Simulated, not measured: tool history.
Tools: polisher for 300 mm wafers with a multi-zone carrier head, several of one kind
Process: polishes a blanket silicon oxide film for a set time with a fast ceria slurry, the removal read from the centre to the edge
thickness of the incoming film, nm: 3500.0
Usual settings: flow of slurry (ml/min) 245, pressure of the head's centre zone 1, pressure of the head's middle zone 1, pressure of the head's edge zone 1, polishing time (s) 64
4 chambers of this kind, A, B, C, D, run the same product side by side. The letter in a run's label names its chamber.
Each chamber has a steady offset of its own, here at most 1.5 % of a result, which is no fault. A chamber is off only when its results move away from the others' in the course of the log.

run	hour	flow of slurry (ml/min)	pressure of the head's centre zone	pressure of the head's middle zone	pressure of the head's edge zone	polishing time (s)	film removed at the wafer's centre (nm)	film removed at mid-radius (nm)	film removed at the wafer's edge (nm)
# hour 2.5: chamber D: worn pad replaced by a new one
1A	11.8	245	1	1	1	64	794.23	813.09	811.38
# hour 17.8: chamber C: worn pad replaced by a new one
2B	21.8	245	1	1	1	64	796.16	816.47	810.25
# hour 22.6: chamber B: worn pad replaced by a new one
3D	28.2	245	1	1	1	64	799.13	815.55	814.14
4C	33.8	245	1	1	1	64	827.4	816.2	803.38
# hour 38.9: chamber A: slurry nozzle cleaned
# hour 39.7: chamber A: worn pad replaced by a new one
# hour 45.3: chamber A: centre zone pressure recalibrated
5B	45.7	245	1	1	1	64	805.74	821.9	811.42
6C	56.6	245	1	1	1	64	808.74	806.97	804.03
# hour 64.3: chamber C: slurry nozzle cleaned
7D	64.7	245	1	1	1	64	822.21	818.29	816.22
8A	75	245	1	1	1	64	816.81	819.7	808.88
# hour 82.4: chamber D: worn pad replaced by a new one
9A	84.7	245	1	1	1	64	828.94	827.5	821.61
10D	91.4	245	1	1	1	64	830.27	804.26	810.24
# hour 93.7: chamber B: worn pad replaced by a new one
# hour 93.9: chamber C: worn pad replaced by a new one
11C	102.7	245	1	1	1	64	811.63	812.22	814.76
# hour 106.3: chamber A: worn pad replaced by a new one
12B	114.2	245	1	1	1	64	822.33	818.68	819.69
# hour 120.6: chamber D: edge zone pressure recalibrated
# hour 123.5: chamber B: edge zone pressure recalibrated
13D	125.3	245	1	1	1	64	817.39	819	811.89
14C	134.6	245	1	1	1	64	808.41	815.42	812.72
15B	142.2	245	1	1	1	64	810.34	812.41	809.31
16A	154.9	245	1	1	1	64	795.75	822.19	817.32
17C	163.4	245	1	1	1	64	812.9	809.73	815.43
# hour 165.5: chamber D: worn pad replaced by a new one
# hour 166.3: chamber B: worn pad replaced by a new one
18D	169.7	245	1	1	1	64	829.73	809.83	812.18
# hour 171.2: chamber C: worn pad replaced by a new one
# hour 174.6: chamber A: worn pad replaced by a new one
19A	175.5	245	1	1	1	64	803.58	831.95	797.62
20B	183	245	1	1	1	64	810.99	811.66	809.19
21B	190.7	245	1	1	1	64	801.19	820.39	812.87
22A	198.2	245	1	1	1	64	810.83	817.81	812.28
23D	210.8	245	1	1	1	64	838.38	816.27	817.61
24C	219.2	245	1	1	1	64	803.69	807.46	806.48
25D	226.2	170	1	1	1.05	64	778.64	785.73	797.73
26C	232.6	170	1	1	1.05	64	769.89	767.19	801.98
# hour 233: chamber B: worn pad replaced by a new one
# hour 237.4: chamber D: worn pad replaced by a new one
27A	239.3	170	1	1	1.05	64	773.09	769.02	791.96
28B	246.2	170	1	1	1.05	64	754.51	771.18	803.69
# hour 251.5: chamber C: worn pad replaced by a new one
# hour 254.4: chamber A: worn pad replaced by a new one
29B	255.7	245	1	1	1	64	819.7	813.44	812.76
30A	263.9	245	1	1	1	64	792.02	815.39	810.17
31D	274.3	245	1	1	1	64	868.11	809.34	821.33
32C	282	245	1	1	1	64	818.39	804.74	810.73
33D	288.5	245	0.92	1	0.93	64	812.83	819.43	782.44
# hour 294.1: chamber B: slurry nozzle cleaned
34B	297.8	245	0.92	1	0.93	64	742.04	818.48	783.68
# hour 301.1: chamber A: edge zone pressure recalibrated
35A	309.3	245	0.92	1	0.93	64	742.04	801.19	784.08
# hour 312.2: chamber D: worn pad replaced by a new one
# hour 312.2: chamber B: worn pad replaced by a new one
36C	316.1	245	0.92	1	0.93	64	747.04	804.34	775.79
# hour 320.5: chamber C: worn pad replaced by a new one
37D	326.1	245	1	1.05	1	64	906.38	855.34	804.87
# hour 331.9: chamber C: edge zone pressure recalibrated
38B	333.3	245	1	1.05	1	64	817.68	856.3	821.52
# hour 334.2: chamber A: worn pad replaced by a new one
# hour 336.4: chamber A: slurry nozzle cleaned
39C	346.2	245	1	1.05	1	64	829.42	838.2	807.08
40A	357.2	245	1	1.05	1	64	823.36	861.15	811.39
41A	363.9	245	1	1	1	64	799.82	819.58	814.73

All 4 chambers run these settings next. Forecast each chamber's results:
42A	373.3	245	1	1	1.07	64	?	?	?
42B	373.3	245	1	1	1.07	64	?	?	?
42C	373.3	245	1	1	1.07	64	?	?	?
42D	373.3	245	1	1	1.07	64	?	?	?

run	film removed at the wafer's centre (nm)	film removed at mid-radius (nm)	film removed at the wafer's edge (nm)
42A	815.97	815.62	838.77
42B	812.4	812.84	839.37
42C	823.18	814.71	828.99
42D	920.87	816.31	856.12

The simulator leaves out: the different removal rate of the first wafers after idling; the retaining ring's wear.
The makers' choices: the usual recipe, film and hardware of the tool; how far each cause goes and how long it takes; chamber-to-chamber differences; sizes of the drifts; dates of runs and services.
